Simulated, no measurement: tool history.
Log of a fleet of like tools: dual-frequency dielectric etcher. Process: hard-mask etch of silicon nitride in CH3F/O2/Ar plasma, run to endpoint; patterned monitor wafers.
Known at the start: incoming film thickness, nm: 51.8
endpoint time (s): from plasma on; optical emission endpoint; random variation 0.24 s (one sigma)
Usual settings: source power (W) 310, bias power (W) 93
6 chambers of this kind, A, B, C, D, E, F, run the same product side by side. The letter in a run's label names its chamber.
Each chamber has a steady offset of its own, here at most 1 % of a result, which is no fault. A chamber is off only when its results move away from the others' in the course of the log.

run	day	source power (W)	bias power (W)	endpoint time (s)
1C	0.233	310	93	75.328
2B	0.754	310	93	75.467
3F	1.25	310	93	74.723
# day 1.488: chamber F: wet clean of the chamber
4D	1.629	310	93	75.437
# day 1.675: chamber A: source power generator calibrated
5E	2.062	310	93	75.197
6A	2.371	310	75	81.22
7E	2.892	310	75	81.017
# day 3.146: chamber D: wet clean of the chamber
8A	3.175	310	75	80.735
9B	3.483	310	75	81.419
10F	3.758	310	75	81.163
11C	4.15	310	75	81.656
12D	4.558	310	93	75.9
13E	5.008	310	93	75.181
# day 5.188: chamber B: wet clean of the chamber
14A	5.346	310	93	74.9
15B	5.604	310	93	74.898
16F	6.033	310	93	74.662
17C	6.462	260	109	75.567
18D	6.729	260	109	75.807
19B	7.221	260	109	75.82
20A	7.733	260	109	75.027
21E	7.983	260	109	75.819
22F	8.367	260	109	75.355
23C	8.804	310	93	75.913
24D	9.121	310	93	75.507
25F	9.6	310	93	74.652
# day 9.692: chamber A: wet clean of the chamber
26B	9.95	310	93	75.147
27E	10.462	310	93	75.69
28A	10.912	310	93	75.027
29D	11.208	310	93	75.93
30C	11.55	310	93	75.556
31F	11.929	310	93	75.453
32A	12.392	310	93	75.055
33C	12.904	310	93	75.254
34B	13.242	310	93	74.922
35E	13.675	250	106	77.874
36D	14.183	250	106	77.961

Next, every chamber runs the same settings. What will each give?
37A	14.562	310	85	?
37B	14.562	310	85	?
37C	14.562	310	85	?
37D	14.562	310	85	?
37E	14.562	310	85	?
37F	14.562	310	85	?

run	endpoint time (s)
37A	77.163
37B	77.902
37C	77.364
37D	78.344
37E	77.692
37F	77.229

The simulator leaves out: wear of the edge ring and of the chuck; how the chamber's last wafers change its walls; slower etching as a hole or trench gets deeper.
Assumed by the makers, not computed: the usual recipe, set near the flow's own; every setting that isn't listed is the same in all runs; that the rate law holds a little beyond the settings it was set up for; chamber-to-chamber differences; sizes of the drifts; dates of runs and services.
